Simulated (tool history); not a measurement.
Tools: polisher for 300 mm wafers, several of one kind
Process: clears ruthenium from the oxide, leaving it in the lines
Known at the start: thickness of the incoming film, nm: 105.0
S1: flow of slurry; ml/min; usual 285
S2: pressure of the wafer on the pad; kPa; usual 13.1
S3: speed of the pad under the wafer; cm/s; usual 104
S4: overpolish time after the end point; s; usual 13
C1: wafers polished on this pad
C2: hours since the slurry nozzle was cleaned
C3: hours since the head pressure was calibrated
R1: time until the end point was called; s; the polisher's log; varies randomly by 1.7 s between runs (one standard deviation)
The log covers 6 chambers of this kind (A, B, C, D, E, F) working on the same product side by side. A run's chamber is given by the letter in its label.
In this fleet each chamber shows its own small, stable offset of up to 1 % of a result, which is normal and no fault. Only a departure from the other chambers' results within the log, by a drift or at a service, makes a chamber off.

{"run": "1D", "day": 0.238, "S1": 285, "S2": 13.1, "S3": 104, "S4": 13, "C1": 1262, "C2": 137.0, "C3": 438.1, "R1": 90.267}
{"day": 0.25, "done": "chamber D: worn pad replaced by a new one"}
{"run": "2B", "day": 0.492, "S1": 285, "S2": 13.1, "S3": 104, "S4": 13, "C1": 596, "C2": 417.4, "C3": 530.3, "R1": 89.636}
{"day": 0.712, "done": "chamber B: slurry nozzle cleaned"}
{"run": "3F", "day": 0.742, "S1": 285, "S2": 13.1, "S3": 104, "S4": 13, "C1": 469, "C2": 188.3, "C3": 86.2, "R1": 85.768}
{"run": "4C", "day": 1.025, "S1": 285, "S2": 13.1, "S3": 104, "S4": 13, "C1": 290, "C2": 34.6, "C3": 183.6, "R1": 88.116}
{"run": "5E", "day": 1.304, "S1": 285, "S2": 13.1, "S3": 104, "S4": 13, "C1": 782, "C2": 383.7, "C3": 350.3, "R1": 87.922}
{"run": "6A", "day": 1.538, "S1": 285, "S2": 13.1, "S3": 104, "S4": 13, "C1": 457, "C2": 295.3, "C3": 885.9, "R1": 91.609}
{"run": "7F", "day": 1.8, "S1": 285, "S2": 13.1, "S3": 104, "S4": 13, "C1": 670, "C2": 213.7, "C3": 111.6, "R1": 88.886}
{"run": "8B", "day": 1.996, "S1": 285, "S2": 13.1, "S3": 104, "S4": 13, "C1": 883, "C2": 30.9, "C3": 566.4, "R1": 88.416}
{"day": 2.042, "done": "chamber B: worn pad replaced by a new one"}
{"day": 2.067, "done": "chamber C: worn pad replaced by a new one"}
{"run": "9E", "day": 2.292, "S1": 285, "S2": 13.1, "S3": 104, "S4": 13, "C1": 970, "C2": 407.4, "C3": 374.0, "R1": 87.213}
{"run": "10D", "day": 2.471, "S1": 285, "S2": 13.1, "S3": 104, "S4": 13, "C1": 423, "C2": 190.6, "C3": 491.7, "R1": 90.443}
{"run": "11C", "day": 2.667, "S1": 285, "S2": 13.1, "S3": 104, "S4": 13, "C1": 114, "C2": 74.0, "C3": 223.0, "R1": 86.578}
{"day": 2.779, "done": "chamber A: worn pad replaced by a new one"}
{"run": "12A", "day": 2.875, "S1": 285, "S2": 13.1, "S3": 104, "S4": 13, "C1": 18, "C2": 327.4, "C3": 918.0, "R1": 89.57}
{"day": 3.088, "done": "chamber F: worn pad replaced by a new one"}
{"run": "13E", "day": 3.254, "S1": 285, "S2": 13.1, "S3": 104, "S4": 13, "C1": 1154, "C2": 430.5, "C3": 397.1, "R1": 90.769}
{"day": 3.283, "done": "chamber E: worn pad replaced by a new one"}
{"run": "14F", "day": 3.425, "S1": 285, "S2": 13.1, "S3": 104, "S4": 13, "C1": 64, "C2": 252.7, "C3": 150.6, "R1": 88.125}
{"run": "15A", "day": 3.75, "S1": 285, "S2": 13.1, "S3": 104, "S4": 13, "C1": 185, "C2": 348.4, "C3": 939.0, "R1": 87.198}
{"run": "16C", "day": 4.042, "S1": 285, "S2": 13.1, "S3": 104, "S4": 13, "C1": 376, "C2": 107.0, "C3": 256.0, "R1": 86.56}
{"run": "17B", "day": 4.3, "S1": 285, "S2": 13.1, "S3": 104, "S4": 13, "C1": 430, "C2": 86.2, "C3": 621.7, "R1": 84.741}
{"run": "18D", "day": 4.662, "S1": 285, "S2": 13.1, "S3": 104, "S4": 13, "C1": 840, "C2": 243.2, "C3": 544.3, "R1": 87.052}
{"day": 4.788, "done": "chamber C: worn pad replaced by a new one"}
{"run": "19D", "day": 4.912, "S1": 285, "S2": 13.1, "S3": 104, "S4": 13, "C1": 888, "C2": 249.2, "C3": 550.3, "R1": 86.725}
{"run": "20F", "day": 5.275, "S1": 285, "S2": 13.1, "S3": 104, "S4": 13, "C1": 417, "C2": 297.1, "C3": 195.0, "R1": 89.978}
{"day": 5.438, "done": "chamber D: slurry nozzle cleaned"}
{"run": "21B", "day": 5.467, "S1": 285, "S2": 13.1, "S3": 104, "S4": 17, "C1": 652, "C2": 114.2, "C3": 649.7, "R1": 83.816}
{"run": "22E", "day": 5.8, "S1": 285, "S2": 13.1, "S3": 104, "S4": 17, "C1": 480, "C2": 491.6, "C3": 458.2, "R1": 85.954}
{"run": "23C", "day": 6.062, "S1": 285, "S2": 13.1, "S3": 104, "S4": 17, "C1": 243, "C2": 155.5, "C3": 304.5, "R1": 85.327}
{"run": "24A", "day": 6.258, "S1": 285, "S2": 13.1, "S3": 104, "S4": 17, "C1": 663, "C2": 408.6, "C3": 999.2, "R1": 89.88}
{"day": 6.283, "done": "chamber A: worn pad replaced by a new one"}
{"run": "25C", "day": 6.588, "S1": 285, "S2": 13.1, "S3": 104, "S4": 17, "C1": 343, "C2": 168.1, "C3": 317.1, "R1": 86.854}
{"day": 6.746, "done": "chamber D: worn pad replaced by a new one"}
{"run": "26D", "day": 6.871, "S1": 285, "S2": 13.1, "S3": 104, "S4": 17, "C1": 24, "C2": 34.5, "C3": 597.3, "R1": 87.975}
{"run": "27F", "day": 7.042, "S1": 285, "S2": 13.1, "S3": 104, "S4": 13, "C1": 753, "C2": 339.5, "C3": 237.4, "R1": 89.313}
{"day": 7.25, "done": "chamber B: worn pad replaced by a new one"}
{"run": "28A", "day": 7.354, "S1": 285, "S2": 13.1, "S3": 104, "S4": 13, "C1": 204, "C2": 434.9, "C3": 1025.5, "R1": 90.475}
{"run": "29B", "day": 7.683, "S1": 285, "S2": 13.1, "S3": 104, "S4": 13, "C1": 83, "C2": 167.4, "C3": 702.9, "R1": 89.412}
{"day": 7.725, "done": "chamber C: worn pad replaced by a new one"}
{"day": 7.729, "done": "chamber A: head pressure recalibrated"}
{"day": 7.8, "done": "chamber F: worn pad replaced by a new one"}
{"run": "30E", "day": 8.062, "S1": 285, "S2": 13.1, "S3": 104, "S4": 13, "C1": 911, "C2": 545.9, "C3": 512.5, "R1": 87.187}
{"day": 8.125, "done": "chamber F: slurry nozzle cleaned"}
{"run": "31F", "day": 8.417, "S1": 285, "S2": 13.1, "S3": 104, "S4": 13, "C1": 118, "C2": 7.0, "C3": 270.4, "R1": 88.632}
{"run": "32E", "day": 8.7, "S1": 285, "S2": 13.1, "S3": 80, "S4": 13, "C1": 1032, "C2": 561.2, "C3": 527.8, "R1": 112.71}
{"run": "33A", "day": 8.879, "S1": 285, "S2": 13.1, "S3": 80, "S4": 13, "C1": 494, "C2": 471.5, "C3": 27.7, "R1": 114.49}
{"day": 8.9, "done": "chamber E: worn pad replaced by a new one"}
{"run": "34D", "day": 9.046, "S1": 285, "S2": 13.1, "S3": 80, "S4": 13, "C1": 438, "C2": 86.7, "C3": 649.5, "R1": 108.0}
{"run": "35C", "day": 9.375, "S1": 285, "S2": 13.1, "S3": 80, "S4": 13, "C1": 314, "C2": 235.0, "C3": 384.0, "R1": 112.22}
{"run": "36B", "day": 9.6, "S1": 285, "S2": 13.1, "S3": 80, "S4": 13, "C1": 448, "C2": 213.4, "C3": 748.9, "R1": 113.63}
{"day": 9.658, "done": "chamber A: worn pad replaced by a new one"}
{"run": "37D", "day": 9.962, "S1": 285, "S2": 13.1, "S3": 80, "S4": 13, "C1": 613, "C2": 108.7, "C3": 671.5, "R1": 113.75}
{"run": "38B", "day": 10.175, "S1": 285, "S2": 13.1, "S3": 104, "S4": 13, "C1": 557, "C2": 227.2, "C3": 762.7, "R1": 86.277}
{"day": 10.392, "done": "chamber C: worn pad replaced by a new one"}
{"run": "39A", "day": 10.5, "S1": 285, "S2": 13.1, "S3": 104, "S4": 13, "C1": 161, "C2": 510.4, "C3": 66.6, "R1": 87.055}
{"run": "40F", "day": 10.862, "S1": 285, "S2": 13.1, "S3": 104, "S4": 13, "C1": 584, "C2": 65.7, "C3": 329.1, "R1": 87.433}
{"run": "41C", "day": 11.125, "S1": 285, "S2": 13.1, "S3": 104, "S4": 13, "C1": 139, "C2": 277.0, "C3": 426.0, "R1": 87.768}
{"run": "42E", "day": 11.396, "S1": 285, "S2": 13.1, "S3": 104, "S4": 13, "C1": 475, "C2": 625.9, "C3": 592.5, "R1": 85.791}
{"run": "43F", "day": 11.658, "S1": 285, "S2": 13.1, "S3": 104, "S4": 13, "C1": 735, "C2": 84.8, "C3": 348.2, "R1": 87.87}
{"run": "44B", "day": 11.996, "S1": 285, "S2": 13.1, "S3": 104, "S4": 13, "C1": 904, "C2": 270.9, "C3": 806.4, "R1": 87.358}

Each of the 6 chambers runs these same settings next. Fill in every chamber's results:
{"run": "45A", "day": 12.271, "S1": 365, "S2": 13.1, "S3": 104, "S4": 13, "R1": "?"}
{"run": "45B", "day": 12.271, "S1": 365, "S2": 13.1, "S3": 104, "S4": 13, "R1": "?"}
{"run": "45C", "day": 12.271, "S1": 365, "S2": 13.1, "S3": 104, "S4": 13, "R1": "?"}
{"run": "45D", "day": 12.271, "S1": 365, "S2": 13.1, "S3": 104, "S4": 13, "R1": "?"}
{"run": "45E", "day": 12.271, "S1": 365, "S2": 13.1, "S3": 104, "S4": 13, "R1": "?"}
{"run": "45F", "day": 12.271, "S1": 365, "S2": 13.1, "S3": 104, "S4": 13, "R1": "?"}

run=45A R1=88.809
run=45B R1=85.164
run=45C R1=85.470
run=45D R1=88.193
run=45E R1=89.742
run=45F R1=86.650
